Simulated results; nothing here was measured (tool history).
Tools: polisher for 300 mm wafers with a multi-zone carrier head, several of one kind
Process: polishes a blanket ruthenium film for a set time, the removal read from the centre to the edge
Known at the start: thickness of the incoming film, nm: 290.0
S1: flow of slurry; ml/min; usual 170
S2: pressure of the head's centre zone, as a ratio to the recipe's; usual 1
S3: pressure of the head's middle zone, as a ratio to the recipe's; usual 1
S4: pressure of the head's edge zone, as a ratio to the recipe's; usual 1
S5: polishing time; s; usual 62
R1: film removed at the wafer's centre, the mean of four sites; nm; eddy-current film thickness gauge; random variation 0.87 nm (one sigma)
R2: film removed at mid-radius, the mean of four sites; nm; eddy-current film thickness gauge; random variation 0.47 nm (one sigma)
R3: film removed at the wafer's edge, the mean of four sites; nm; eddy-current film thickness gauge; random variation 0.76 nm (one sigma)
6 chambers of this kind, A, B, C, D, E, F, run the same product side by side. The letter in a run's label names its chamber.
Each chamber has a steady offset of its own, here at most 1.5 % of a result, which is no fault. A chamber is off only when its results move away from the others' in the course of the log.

| run | hour | S1 | S2 | S3 | S4 | S5 | R1 | R2 | R3 |
|---|---|---|---|---|---|---|---|---|---|
|  | 6 | chamber C: centre zone pressure recalibrated |
| 1A | 8.2 | 170 | 1 | 1 | 1 | 62 | 76.203 | 75.354 | 76.916 |
|  | 15.5 | chamber F: worn pad replaced by a new one |
|  | 15.9 | chamber D: worn pad replaced by a new one |
| 2E | 17 | 170 | 1 | 1 | 1 | 62 | 75.801 | 76.045 | 76.073 |
| 3B | 23 | 170 | 1 | 1 | 1 | 62 | 75.321 | 76.151 | 77.214 |
| 4D | 27.3 | 170 | 1 | 1 | 1 | 62 | 74.87 | 76.23 | 76.868 |
| 5F | 31.9 | 170 | 1 | 1 | 1 | 62 | 76.424 | 77.615 | 77.468 |
| 6C | 37.5 | 170 | 1 | 1 | 1 | 62 | 77.659 | 76.903 | 76.222 |
|  | 38.8 | chamber B: worn pad replaced by a new one |
| 7B | 43.3 | 170 | 1 | 1 | 1 | 71 | 87.013 | 88.234 | 88.505 |
|  | 44.2 | chamber C: edge zone pressure recalibrated |
|  | 48.7 | chamber D: edge zone pressure recalibrated |
| 8A | 51.2 | 170 | 1 | 1 | 1 | 71 | 85.694 | 86.996 | 87.44 |
|  | 53 | chamber E: worn pad replaced by a new one |
|  | 54.6 | chamber E: edge zone pressure recalibrated |
| 9E | 56.1 | 170 | 1 | 1 | 1 | 71 | 87.638 | 85.956 | 86.818 |
| 10F | 64.2 | 170 | 1 | 1 | 1 | 71 | 87.643 | 87.718 | 87.592 |
|  | 68.5 | chamber C: worn pad replaced by a new one |
| 11D | 70.9 | 170 | 1 | 1 | 1 | 71 | 88.141 | 88.618 | 88.068 |
| 12C | 79.7 | 170 | 1 | 1 | 1 | 71 | 87.459 | 89.457 | 85.672 |
| 13A | 85 | 170 | 1 | 1 | 1 | 62 | 78.054 | 76.162 | 77.758 |
|  | 87.1 | chamber A: worn pad replaced by a new one |
| 14E | 93.9 | 170 | 1 | 1 | 1 | 62 | 76.758 | 75.917 | 75.783 |
| 15F | 101.6 | 170 | 1 | 1 | 1 | 62 | 77.578 | 77.408 | 75.946 |
|  | 102 | chamber F: slurry nozzle cleaned |
|  | 106.4 | chamber B: worn pad replaced by a new one |
|  | 108 | chamber B: slurry nozzle cleaned |
| 16D | 109.5 | 170 | 1 | 1 | 1 | 62 | 76.992 | 77.221 | 76.798 |
| 17C | 118.3 | 170 | 1 | 1 | 1 | 62 | 77.177 | 77.71 | 76.578 |
|  | 123.2 | chamber F: worn pad replaced by a new one |
| 18B | 123.6 | 170 | 1 | 1 | 1 | 62 | 76.014 | 77.528 | 76.498 |
| 19E | 130.2 | 170 | 1 | 1 | 1 | 62 | 76.879 | 76.543 | 76.259 |
|  | 130.3 | chamber A: slurry nozzle cleaned |
| 20F | 134.3 | 170 | 1 | 1.05 | 1 | 62 | 74.939 | 80.651 | 76.86 |
| 21C | 138.7 | 170 | 1 | 1.05 | 1 | 62 | 75.734 | 80.836 | 76.244 |
| 22A | 144.7 | 170 | 1 | 1.05 | 1 | 62 | 78.478 | 80.435 | 76.934 |
|  | 147.4 | chamber E: worn pad replaced by a new one |
| 23D | 152 | 170 | 1 | 1.05 | 1 | 62 | 76.968 | 80.741 | 76.618 |
| 24B | 156.1 | 170 | 1 | 1.05 | 1 | 62 | 75.14 | 79.794 | 76.499 |
|  | 159.9 | chamber D: worn pad replaced by a new one |
| 25B | 160.2 | 170 | 1 | 1.05 | 1 | 62 | 77.258 | 79.891 | 76.786 |
|  | 163.3 | chamber B: worn pad replaced by a new one |
| 26C | 166.1 | 170 | 0.91 | 1 | 1.11 | 62 | 69.544 | 77.849 | 80.615 |
|  | 166.7 | chamber C: worn pad replaced by a new one |
|  | 170.3 | chamber A: worn pad replaced by a new one |
| 27D | 174 | 170 | 0.91 | 1 | 1.11 | 62 | 68.628 | 76.718 | 80.463 |
|  | 178.1 | chamber D: slurry nozzle cleaned |
| 28F | 178.3 | 170 | 0.91 | 1 | 1.11 | 62 | 68.998 | 76.655 | 81.229 |
| 29E | 186.3 | 170 | 0.91 | 1 | 1.11 | 62 | 68.132 | 76.346 | 79.689 |
| 30A | 191.9 | 170 | 0.91 | 1 | 1.11 | 62 | 69.62 | 75.716 | 80.911 |
| 31B | 196.1 | 170 | 0.91 | 1 | 1.11 | 62 | 68.44 | 76.244 | 82.12 |
| 32F | 203.3 | 170 | 1 | 1 | 1 | 62 | 76.71 | 76.248 | 77.99 |
| 33C | 207.2 | 170 | 1 | 1 | 1 | 62 | 76.958 | 77.3 | 75.389 |
| 34D | 215.8 | 170 | 1 | 1 | 1 | 62 | 77.095 | 76.927 | 76.759 |
| 35A | 223 | 170 | 1 | 1 | 1 | 62 | 76.395 | 75.508 | 77.897 |
|  | 223.7 | chamber F: edge zone pressure recalibrated |
|  | 225 | chamber B: worn pad replaced by a new one |
|  | 227.9 | chamber F: worn pad replaced by a new one |
| 36E | 228.9 | 170 | 1 | 1 | 1 | 62 | 75.783 | 75.349 | 77.214 |
|  | 235.4 | chamber B: centre zone pressure recalibrated |
| 37F | 235.9 | 170 | 1 | 1 | 1 | 62 | 76.312 | 76.979 | 76.714 |
|  | 239.8 | chamber E: worn pad replaced by a new one |
| 38A | 244.4 | 170 | 1 | 1 | 1 | 62 | 75.683 | 75.871 | 77.034 |
|  | 245.3 | chamber D: centre zone pressure recalibrated |
| 39B | 251.4 | 170 | 1 | 1 | 1 | 62 | 75.61 | 76.22 | 77.263 |
| 40E | 259.2 | 170 | 1 | 0.93 | 1.08 | 62 | 75.674 | 70.629 | 79.223 |
| 41C | 263.7 | 170 | 1 | 0.93 | 1.08 | 62 | 76.032 | 72.685 | 80.835 |
| 42D | 269.7 | 170 | 1 | 0.93 | 1.08 | 62 | 76.802 | 72.004 | 79.457 |
| 43C | 274.7 | 170 | 1 | 0.93 | 1.08 | 62 | 75.993 | 72.095 | 79.702 |

Next, every chamber runs the same settings. What will each give?
| 44A | 281.1 | 170 | 1 | 1 | 1 | 55 | ? | ? | ? |
| 44B | 281.1 | 170 | 1 | 1 | 1 | 55 | ? | ? | ? |
| 44C | 281.1 | 170 | 1 | 1 | 1 | 55 | ? | ? | ? |
| 44D | 281.1 | 170 | 1 | 1 | 1 | 55 | ? | ? | ? |
| 44E | 281.1 | 170 | 1 | 1 | 1 | 55 | ? | ? | ? |
| 44F | 281.1 | 170 | 1 | 1 | 1 | 55 | ? | ? | ? |

| run | R1 | R2 | R3 |
|---|---|---|---|
| 44A | 68.987 | 67.13 | 67.629 |
| 44B | 66.886 | 68.108 | 69 |
| 44C | 66.303 | 68.967 | 67.021 |
| 44D | 67.303 | 67.802 | 66.958 |
| 44E | 67.032 | 67.304 | 68.592 |
| 44F | 67.017 | 67.925 | 68.064 |

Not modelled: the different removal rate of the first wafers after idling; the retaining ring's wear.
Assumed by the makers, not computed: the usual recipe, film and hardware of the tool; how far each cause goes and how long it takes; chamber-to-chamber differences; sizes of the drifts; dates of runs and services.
